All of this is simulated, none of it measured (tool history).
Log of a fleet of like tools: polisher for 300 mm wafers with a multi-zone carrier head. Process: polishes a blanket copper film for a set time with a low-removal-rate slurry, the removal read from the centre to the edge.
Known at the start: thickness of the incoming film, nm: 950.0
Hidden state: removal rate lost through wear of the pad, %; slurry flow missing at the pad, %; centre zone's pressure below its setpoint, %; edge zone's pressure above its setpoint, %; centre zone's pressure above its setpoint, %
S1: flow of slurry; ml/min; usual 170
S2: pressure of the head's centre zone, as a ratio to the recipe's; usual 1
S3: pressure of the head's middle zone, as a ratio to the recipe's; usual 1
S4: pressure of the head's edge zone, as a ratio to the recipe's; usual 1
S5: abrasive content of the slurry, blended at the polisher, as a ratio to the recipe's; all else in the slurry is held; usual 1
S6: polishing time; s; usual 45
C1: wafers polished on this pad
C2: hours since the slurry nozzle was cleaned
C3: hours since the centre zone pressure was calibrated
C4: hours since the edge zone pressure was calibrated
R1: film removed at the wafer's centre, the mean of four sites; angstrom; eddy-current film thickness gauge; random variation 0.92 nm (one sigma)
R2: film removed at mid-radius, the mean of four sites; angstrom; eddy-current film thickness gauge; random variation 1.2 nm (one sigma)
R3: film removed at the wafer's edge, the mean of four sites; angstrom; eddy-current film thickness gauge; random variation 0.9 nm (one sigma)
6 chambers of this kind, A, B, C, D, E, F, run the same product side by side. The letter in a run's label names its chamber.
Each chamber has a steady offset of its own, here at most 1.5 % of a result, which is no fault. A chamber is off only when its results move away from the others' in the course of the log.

{"run": "1D", "day": 0.217, "S1": 170, "S2": 1, "S3": 1, "S4": 1, "S5": 1, "S6": 45, "C1": 626, "C2": 26.7, "C3": 132.7, "C4": 286.6, "R1": 811.14, "R2": 829.98, "R3": 824.86}
{"run": "2C", "day": 0.383, "S1": 170, "S2": 1, "S3": 1, "S4": 1, "S5": 1, "S6": 45, "C1": 363, "C2": 624.6, "C3": 1062.4, "C4": 362.9, "R1": 835.55, "R2": 815.64, "R3": 842.93}
{"day": 0.396, "done": "chamber A: worn pad replaced by a new one"}
{"run": "3E", "day": 0.554, "S1": 170, "S2": 1, "S3": 1, "S4": 1, "S5": 1, "S6": 45, "C1": 412, "C2": 60.3, "C3": 292.1, "C4": 148.4, "R1": 840.11, "R2": 826.94, "R3": 830.19}
{"run": "4A", "day": 0.754, "S1": 170, "S2": 1, "S3": 1, "S4": 1, "S5": 1, "S6": 45, "C1": 93, "C2": 164, "C3": 734.5, "C4": 631.5, "R1": 816.82, "R2": 819.6, "R3": 838.61}
{"run": "5B", "day": 0.962, "S1": 170, "S2": 0.93, "S3": 1, "S4": 0.96, "S5": 1, "S6": 45, "C1": 453, "C2": 268.2, "C3": 594.9, "C4": 641.8, "R1": 777.9, "R2": 827.61, "R3": 817.88}
{"run": "6F", "day": 1.142, "S1": 170, "S2": 0.93, "S3": 1, "S4": 0.96, "S5": 1, "S6": 45, "C1": 779, "C2": 213.4, "C3": 606, "C4": 1136, "R1": 749.65, "R2": 801.55, "R3": 824.44}
{"day": 1.217, "done": "chamber B: worn pad replaced by a new one"}
{"run": "7A", "day": 1.354, "S1": 170, "S2": 0.93, "S3": 1, "S4": 0.96, "S5": 1, "S6": 45, "C1": 250, "C2": 178.4, "C3": 748.9, "C4": 645.9, "R1": 752.86, "R2": 827.25, "R3": 807.21}
{"day": 1.362, "done": "chamber F: worn pad replaced by a new one"}
{"day": 1.379, "done": "chamber D: worn pad replaced by a new one"}
{"run": "8E", "day": 1.575, "S1": 170, "S2": 0.93, "S3": 1, "S4": 0.96, "S5": 1, "S6": 45, "C1": 680, "C2": 84.8, "C3": 316.6, "C4": 172.9, "R1": 773.98, "R2": 816.9, "R3": 806.52}
{"day": 1.646, "done": "chamber A: edge zone pressure recalibrated"}
{"run": "9B", "day": 1.788, "S1": 170, "S2": 0.93, "S3": 1, "S4": 0.96, "S5": 1, "S6": 45, "C1": 149, "C2": 288, "C3": 614.7, "C4": 661.6, "R1": 769.14, "R2": 833.81, "R3": 820.07}
{"run": "10F", "day": 1.917, "S1": 170, "S2": 0.93, "S3": 1, "S4": 0.96, "S5": 1, "S6": 45, "C1": 145, "C2": 232, "C3": 624.6, "C4": 1154.6, "R1": 757.31, "R2": 820.74, "R3": 826.79}
{"run": "11D", "day": 2.096, "S1": 170, "S2": 1, "S3": 1.07, "S4": 1, "S5": 1.1, "S6": 45, "C1": 188, "C2": 71.8, "C3": 177.8, "C4": 331.7, "R1": 820.89, "R2": 920.54, "R3": 844.42}
{"run": "12C", "day": 2.208, "S1": 170, "S2": 1, "S3": 1.07, "S4": 1, "S5": 1.1, "S6": 45, "C1": 841, "C2": 668.4, "C3": 1106.2, "C4": 406.7, "R1": 862.45, "R2": 899.48, "R3": 845.76}
{"day": 2.229, "done": "chamber C: worn pad replaced by a new one"}
{"run": "13B", "day": 2.438, "S1": 170, "S2": 1, "S3": 1.07, "S4": 1, "S5": 1.1, "S6": 45, "C1": 319, "C2": 303.6, "C3": 630.3, "C4": 677.2, "R1": 852.19, "R2": 892.86, "R3": 847.52}
{"run": "14F", "day": 2.558, "S1": 170, "S2": 1, "S3": 1.07, "S4": 1, "S5": 1.1, "S6": 45, "C1": 313, "C2": 247.4, "C3": 640, "C4": 1170, "R1": 847.19, "R2": 929.18, "R3": 864.97}
{"run": "15E", "day": 2.7, "S1": 170, "S2": 1, "S3": 1.07, "S4": 1, "S5": 1.1, "S6": 45, "C1": 974, "C2": 111.8, "C3": 343.6, "C4": 199.9, "R1": 855.25, "R2": 895.42, "R3": 866.94}
{"run": "16C", "day": 2.921, "S1": 170, "S2": 1, "S3": 1.07, "S4": 1, "S5": 1.1, "S6": 45, "C1": 181, "C2": 685.5, "C3": 1123.3, "C4": 423.8, "R1": 839.05, "R2": 901.98, "R3": 861.39}
{"day": 3.062, "done": "chamber F: slurry nozzle cleaned"}
{"run": "17A", "day": 3.154, "S1": 170, "S2": 1, "S3": 1, "S4": 1, "S5": 1, "S6": 45, "C1": 721, "C2": 221.6, "C3": 792.1, "C4": 36.2, "R1": 814.58, "R2": 811.17, "R3": 825.78}
{"day": 3.204, "done": "chamber E: worn pad replaced by a new one"}
{"run": "18D", "day": 3.342, "S1": 170, "S2": 1, "S3": 1, "S4": 1, "S5": 1, "S6": 45, "C1": 514, "C2": 101.7, "C3": 207.7, "C4": 361.6, "R1": 826.48, "R2": 828.23, "R3": 828.21}
{"day": 3.354, "done": "chamber B: worn pad replaced by a new one"}
{"run": "19F", "day": 3.579, "S1": 170, "S2": 1, "S3": 1, "S4": 1, "S5": 1, "S6": 45, "C1": 580, "C2": 12.4, "C3": 664.5, "C4": 1194.5, "R1": 817.21, "R2": 825.23, "R3": 852.53}
{"run": "20C", "day": 3.762, "S1": 170, "S2": 1, "S3": 1, "S4": 1, "S5": 1, "S6": 45, "C1": 401, "C2": 705.7, "C3": 1143.5, "C4": 444, "R1": 834.83, "R2": 814.63, "R3": 829.23}
{"run": "21B", "day": 3.992, "S1": 170, "S2": 1, "S3": 1, "S4": 1, "S5": 1, "S6": 45, "C1": 167, "C2": 340.9, "C3": 667.6, "C4": 714.5, "R1": 844.4, "R2": 833.36, "R3": 844.15}
{"day": 4.004, "done": "chamber F: worn pad replaced by a new one"}
{"run": "22A", "day": 4.138, "S1": 170, "S2": 1, "S3": 0.89, "S4": 1, "S5": 1, "S6": 45, "C1": 978, "C2": 245.2, "C3": 815.7, "C4": 59.8, "R1": 792.13, "R2": 718.1, "R3": 809.16}
{"run": "23D", "day": 4.321, "S1": 170, "S2": 1, "S3": 0.89, "S4": 1, "S5": 1, "S6": 45, "C1": 770, "C2": 125.2, "C3": 231.2, "C4": 385.1, "R1": 813.86, "R2": 745.79, "R3": 834.64}
{"day": 4.379, "done": "chamber A: worn pad replaced by a new one"}
{"run": "24E", "day": 4.462, "S1": 170, "S2": 1, "S3": 0.89, "S4": 1, "S5": 1, "S6": 45, "C1": 329, "C2": 154.1, "C3": 385.9, "C4": 242.2, "R1": 838.32, "R2": 751.14, "R3": 844.53}
{"run": "25B", "day": 4.604, "S1": 170, "S2": 1, "S3": 0.89, "S4": 1, "S5": 1, "S6": 45, "C1": 328, "C2": 355.6, "C3": 682.3, "C4": 729.2, "R1": 850.58, "R2": 740.54, "R3": 825.93}
{"day": 4.804, "done": "chamber C: slurry nozzle cleaned"}
{"run": "26A", "day": 4.812, "S1": 170, "S2": 1, "S3": 0.89, "S4": 1, "S5": 1, "S6": 45, "C1": 113, "C2": 261.4, "C3": 831.9, "C4": 76, "R1": 788.25, "R2": 714.91, "R3": 804.84}
{"run": "27C", "day": 5.071, "S1": 170, "S2": 1, "S3": 0.89, "S4": 1, "S5": 1, "S6": 45, "C1": 743, "C2": 6.4, "C3": 1174.9, "C4": 475.4, "R1": 828.55, "R2": 752.37, "R3": 844.97}
{"run": "28D", "day": 5.242, "S1": 170, "S2": 1, "S3": 1, "S4": 1, "S5": 1, "S6": 45, "C1": 1011, "C2": 147.3, "C3": 253.3, "C4": 407.2, "R1": 816.15, "R2": 826.09, "R3": 835.3}
{"run": "29E", "day": 5.475, "S1": 170, "S2": 1, "S3": 1, "S4": 1.12, "S5": 1, "S6": 45, "C1": 594, "C2": 178.4, "C3": 410.2, "C4": 266.5, "R1": 817.96, "R2": 807.21, "R3": 883.24}
{"day": 5.483, "done": "chamber B: worn pad replaced by a new one"}
{"day": 5.483, "done": "chamber D: worn pad replaced by a new one"}
{"day": 5.588, "done": "chamber C: worn pad replaced by a new one"}
{"run": "30F", "day": 5.612, "S1": 170, "S2": 1, "S3": 1, "S4": 1.12, "S5": 1, "S6": 45, "C1": 421, "C2": 61.2, "C3": 713.3, "C4": 1243.3, "R1": 829.23, "R2": 847.04, "R3": 879.54}
{"run": "31B", "day": 5.788, "S1": 170, "S2": 1, "S3": 1, "S4": 1.12, "S5": 1, "S6": 45, "C1": 80, "C2": 384, "C3": 710.7, "C4": 757.6, "R1": 840.46, "R2": 814.28, "R3": 884.62}
{"run": "32D", "day": 5.967, "S1": 170, "S2": 1, "S3": 1, "S4": 1.12, "S5": 1, "S6": 45, "C1": 127, "C2": 164.7, "C3": 270.7, "C4": 424.6, "R1": 816, "R2": 843.07, "R3": 867.76}
{"run": "33C", "day": 6.1, "S1": 170, "S2": 1, "S3": 1, "S4": 1.12, "S5": 1, "S6": 45, "C1": 134, "C2": 31.1, "C3": 1199.6, "C4": 500.1, "R1": 832.89, "R2": 857.16, "R3": 873.89}
{"run": "34A", "day": 6.338, "S1": 170, "S2": 1, "S3": 1, "S4": 1.12, "S5": 1, "S6": 45, "C1": 512, "C2": 298, "C3": 868.5, "C4": 112.6, "R1": 782.08, "R2": 787.7, "R3": 838.14}
{"run": "35F", "day": 6.512, "S1": 170, "S2": 1, "S3": 1, "S4": 1, "S5": 1, "S6": 45, "C1": 656, "C2": 82.8, "C3": 734.9, "C4": 1264.9, "R1": 836.21, "R2": 813.65, "R3": 835.92}
{"day": 6.525, "done": "chamber F: worn pad replaced by a new one"}
{"day": 6.575, "done": "chamber E: worn pad replaced by a new one"}
{"run": "36E", "day": 6.633, "S1": 170, "S2": 1, "S3": 1, "S4": 1, "S5": 1, "S6": 45, "C1": 15, "C2": 206.2, "C3": 438, "C4": 294.3, "R1": 835.32, "R2": 795.95, "R3": 828.48}
{"run": "37A", "day": 6.879, "S1": 170, "S2": 1, "S3": 1, "S4": 1, "S5": 1, "S6": 45, "C1": 654, "C2": 311, "C3": 881.5, "C4": 125.6, "R1": 763.98, "R2": 755.42, "R3": 789.53}
{"run": "38F", "day": 7.004, "S1": 170, "S2": 1, "S3": 1, "S4": 1, "S5": 1, "S6": 45, "C1": 126, "C2": 94.6, "C3": 746.7, "C4": 1276.7, "R1": 833.23, "R2": 858.08, "R3": 833.02}
{"run": "39D", "day": 7.25, "S1": 170, "S2": 1, "S3": 1, "S4": 1, "S5": 1, "S6": 45, "C1": 463, "C2": 195.5, "C3": 301.5, "C4": 455.4, "R1": 814.39, "R2": 813.69, "R3": 814.78}
{"run": "40C", "day": 7.375, "S1": 170, "S2": 1, "S3": 1, "S4": 1, "S5": 1, "S6": 45, "C1": 467, "C2": 61.7, "C3": 1230.2, "C4": 530.7, "R1": 832.68, "R2": 829.66, "R3": 814.53}

All 6 chambers run these settings next. Forecast each chamber's results:
{"run": "41A", "day": 7.562, "S1": 170, "S2": 1, "S3": 1, "S4": 0.96, "S5": 1, "S6": 45, "R1": "?", "R2": "?", "R3": "?"}
{"run": "41B", "day": 7.562, "S1": 170, "S2": 1, "S3": 1, "S4": 0.96, "S5": 1, "S6": 45, "R1": "?", "R2": "?", "R3": "?"}
{"run": "41C", "day": 7.562, "S1": 170, "S2": 1, "S3": 1, "S4": 0.96, "S5": 1, "S6": 45, "R1": "?", "R2": "?", "R3": "?"}
{"run": "41D", "day": 7.562, "S1": 170, "S2": 1, "S3": 1, "S4": 0.96, "S5": 1, "S6": 45, "R1": "?", "R2": "?", "R3": "?"}
{"run": "41E", "day": 7.562, "S1": 170, "S2": 1, "S3": 1, "S4": 0.96, "S5": 1, "S6": 45, "R1": "?", "R2": "?", "R3": "?"}
{"run": "41F", "day": 7.562, "S1": 170, "S2": 1, "S3": 1, "S4": 0.96, "S5": 1, "S6": 45, "R1": "?", "R2": "?", "R3": "?"}

run=41A R1=745.55 R2=752.29 R3=767.56
run=41B R1=833.74 R2=846.26 R3=808.12
run=41C R1=827.33 R2=818.04 R3=828.57
run=41D R1=815.76 R2=848.19 R3=806.47
run=41E R1=833.18 R2=811.96 R3=806.15
run=41F R1=831.78 R2=810.51 R3=805.85
